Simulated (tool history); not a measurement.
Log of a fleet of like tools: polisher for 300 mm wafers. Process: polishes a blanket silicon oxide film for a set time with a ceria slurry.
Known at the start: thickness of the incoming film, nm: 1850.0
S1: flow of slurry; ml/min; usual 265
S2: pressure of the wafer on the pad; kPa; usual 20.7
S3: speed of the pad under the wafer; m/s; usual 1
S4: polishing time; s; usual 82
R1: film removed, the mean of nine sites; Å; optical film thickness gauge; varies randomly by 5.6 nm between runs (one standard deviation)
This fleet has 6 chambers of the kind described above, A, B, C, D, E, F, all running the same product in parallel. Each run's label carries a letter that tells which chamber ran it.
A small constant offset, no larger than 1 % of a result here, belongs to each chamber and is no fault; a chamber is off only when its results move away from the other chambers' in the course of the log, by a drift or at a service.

run     day   S1    S2    S3  S4      R1
 1D   0.242  265  20.7     1  82  4050.9
 2A   0.546  265  20.7     1  82  4063.2
      0.717  -- chamber E: head pressure recalibrated
      0.733  -- chamber A: worn pad replaced by a new one
 3B   0.862  265  20.7     1  82  4059.9
 4E   1.288  265  20.7     1  82  4208.5
 5F   1.829  265  20.7  1.32  82  5260.9
      2.029  -- chamber C: worn pad replaced by a new one
 6C   2.342  265  20.7  1.32  82  5473.5
      2.525  -- chamber D: worn pad replaced by a new one
      2.758  -- chamber E: worn pad replaced by a new one
 7E   2.879  265  20.7  1.32  82  5318.1
      3.062  -- chamber F: worn pad replaced by a new one
      3.133  -- chamber B: worn pad replaced by a new one
 8B   3.346  265  20.7  1.32  82  5590.8
 9D   3.717  265  20.7  1.32  82  5343.9
      3.829  -- chamber D: slurry nozzle cleaned
10A   4.075  265  20.7  1.32  82  5405.3
11C   4.596  265  20.7     1  82  4130.7
12F   4.867  265  20.7     1  82  4097.3
      5.129  -- chamber A: worn pad replaced by a new one
13E   5.296  265  20.7     1  82  4014.4
      5.471  -- chamber C: worn pad replaced by a new one
14B   5.629  265  20.7     1  82  4133.7
15A   6.108  265  20.7     1  82  4061.1
      6.167  -- chamber E: slurry nozzle cleaned
16C   6.538  265  20.7     1  82  4108.8
      6.592  -- chamber E: worn pad replaced by a new one
      6.733  -- chamber F: worn pad replaced by a new one
17D   6.979  265  20.7     1  82  4113.3
18F   7.338  265  20.7     1  82  4061.6
19E   7.688  265  20.7     1  82  4081.6
20C   7.925  265  20.7     1  82  4127.8
      7.958  -- chamber F: head pressure recalibrated
      7.979  -- chamber A: head pressure recalibrated
21A   8.279  265  20.7     1  82  4073.3
22F   8.742  265  20.7  1.34  82  5319.6
      9.179  -- chamber D: worn pad replaced by a new one
23D   9.254  265  20.7  1.34  82  5343.1
24B   9.604  265  20.7  1.34  82  5444.1
      9.662  -- chamber D: head pressure recalibrated
      9.729  -- chamber A: worn pad replaced by a new one
      9.758  -- chamber C: worn pad replaced by a new one
      9.767  -- chamber B: worn pad replaced by a new one
25D   9.962  265  20.7  1.34  82  4810.2
26F  10.217  265  20.7  1.34  82  5388.8
     10.283  -- chamber E: worn pad replaced by a new one
     10.504  -- chamber F: worn pad replaced by a new one
27B  10.575  265  20.7  1.34  82    5608
28E  10.892  265  20.7     1  82  4141.1
29C  11.288  265  20.7     1  82  4127.4
30A  11.775  265  24.8     1  82  4900.9
31A  12.088  265  24.8     1  82  4840.6
32F  12.408  265  24.8     1  82  5009.7
33D  12.879  265  24.8     1  82  4371.9
     13.162  -- chamber C: worn pad replaced by a new one
34E  13.275  265  24.8     1  82  4962.5
     13.558  -- chamber E: worn pad replaced by a new one
35B  13.662  265  24.8     1  82  4924.8
     13.821  -- chamber F: worn pad replaced by a new one
     13.962  -- chamber A: worn pad replaced by a new one
36C  14.208  265  20.7     1  82  4190.8
37E  14.542  265  20.7     1  82  4176.6
38A  14.821  265  20.7     1  82  4060.5
39D    15.1  265  20.7     1  82  3652.3
     15.108  -- chamber B: slurry nozzle cleaned
40F    15.6  265  20.7     1  82  4082.3
41C    15.9  265  20.7     1  82  4057.3
     16.133  -- chamber D: worn pad replaced by a new one
42B  16.358  265  24.8     1  57  3537.8
     16.375  -- chamber E: slurry nozzle cleaned
43D  16.692  265  24.8     1  57  3001.1
     17.008  -- chamber E: worn pad replaced by a new one
44E  17.171  265  24.8     1  57  3418.7

Decide between three cases: one chamber stands off from its peers, the gauge reading all wafers drifts, or nothing is wrong past each chamber's small offset. Where a chamber is off, say which and what most likely put it there.

A service left chamber D off against the others.
What lies behind it: head's pressure below its setpoint, % = 11.7.

Here are 4 candidates for chamber D's next run, each the usual settings with a change, their results left as question marks. Which one brings its results back in line with what the others give on the usual settings?
Counts as in line when no further than this from what the other chambers average on the usual settings: R1 190 Å
45D-1  17.567  265    20  0.96  78   ?
45D-2  17.567  275  25.5     1  82   ?
45D-3  17.567  270  23.4     1  82   ?
45D-4  17.567  265  19.3  0.92  76   ?

Average result of the remaining chambers running the usual settings: R1 4106.4 Å
  run      R1
45D-1  3203.8
45D-2  4476.5
45D-3  4110.5
45D-4    2891
Change 45D-3 lands the chamber within the allowed miss of the other chambers.

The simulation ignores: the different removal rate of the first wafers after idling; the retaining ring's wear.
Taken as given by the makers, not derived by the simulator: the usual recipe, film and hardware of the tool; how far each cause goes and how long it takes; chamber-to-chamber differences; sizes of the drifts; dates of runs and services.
